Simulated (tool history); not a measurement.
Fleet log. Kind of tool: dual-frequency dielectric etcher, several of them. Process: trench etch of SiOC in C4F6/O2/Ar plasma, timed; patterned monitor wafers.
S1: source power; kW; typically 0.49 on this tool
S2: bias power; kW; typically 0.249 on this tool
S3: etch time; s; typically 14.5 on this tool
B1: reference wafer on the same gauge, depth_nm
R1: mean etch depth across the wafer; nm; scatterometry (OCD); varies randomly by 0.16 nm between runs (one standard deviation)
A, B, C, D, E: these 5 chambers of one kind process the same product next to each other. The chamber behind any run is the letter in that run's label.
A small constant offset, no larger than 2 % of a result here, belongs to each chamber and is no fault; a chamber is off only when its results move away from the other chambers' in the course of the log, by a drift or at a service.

run     day    S1     S2    S3      B1      R1
 1C   0.254  0.49  0.249  14.5  41.433  36.732
 2E   0.571  0.49  0.249  14.5  41.415  36.452
 3A   0.908  0.49  0.249  14.5  41.425  35.604
 4D   1.262  0.49  0.249  14.5   41.43  36.244
 5B   1.488  0.49  0.249  14.5  41.411  36.406
 6C   1.833  0.49  0.249  14.5  41.406  36.925
 7B     2.1  0.49  0.249  14.5  41.359  36.503
 8E   2.496  0.49  0.249  14.5  41.402  36.405
 9D   2.821  0.53  0.249  14.5  41.377   37.48
10A   3.179  0.53  0.249  14.5   41.43  36.723
11B   3.538  0.53  0.249  14.5   41.39   37.34
12E   3.775  0.53  0.249  14.5   41.38  37.567
13A   4.096  0.53  0.249  14.5  41.354  36.698
      4.262  -- chamber C: wet clean of the chamber
14C   4.442  0.49  0.249  14.5  41.409  37.159
        4.6  -- chamber E: wet clean of the chamber
15D   4.792  0.49  0.249  14.5  41.415  36.008
16A   5.154  0.49  0.249  14.5  41.415  35.507
17B   5.412  0.49  0.249  14.5  41.364   36.41
18E   5.696  0.49  0.249    12    41.4  29.892
19C   6.008  0.49  0.249    12  41.364  30.317
      6.012  -- chamber A: wet clean of the chamber
20D     6.2  0.49  0.249    12  41.411   29.91
21E   6.442  0.49  0.249    12  41.425  29.899
22A   6.758  0.49  0.249    12  41.394  29.713
23D   7.146  0.49  0.249  14.5   41.41   35.95
24B   7.325  0.49  0.249    12  41.416  30.283
25C   7.517  0.49  0.249    12  41.454  30.579
26E   7.862  0.49  0.249    12  41.421  29.927
27D   8.046  0.49  0.249    12  41.342  29.764
28B   8.358  0.49  0.249    12  41.444  30.013
29C   8.546  0.38  0.249  18.5  41.438  42.579
30A   8.762  0.38  0.249  18.5  41.434  41.501
31E   9.058  0.38  0.249  18.5   41.42  42.211
32C    9.25  0.38  0.249  18.5  41.385  42.496
33B   9.533  0.38  0.249  18.5  41.366  41.851
34A   9.879  0.44  0.249  14.5  41.353   34.29
35D  10.183  0.44  0.249  14.5  41.358  34.456
36A  10.504  0.44  0.249  14.5  41.389  34.468
37B  10.808  0.44  0.249  14.5  41.385  34.929
38C  11.188  0.44  0.249  14.5  41.402  35.252
39E  11.571  0.49  0.249    13  41.428  32.361
40D  11.888  0.49  0.249    13   41.39  32.269
41A  12.142  0.49  0.249    13  41.411  32.157
42C  12.433  0.49  0.249    13  41.402  33.305
43B  12.704  0.49  0.249    13  41.389   32.51

Is one chamber off against the others, does the gauge drift, or is nothing wrong? If a chamber is off, say which, and what the likeliest cause is.

Neither any chamber nor the gauge drifts; the chambers differ only by their own small, steady offsets.
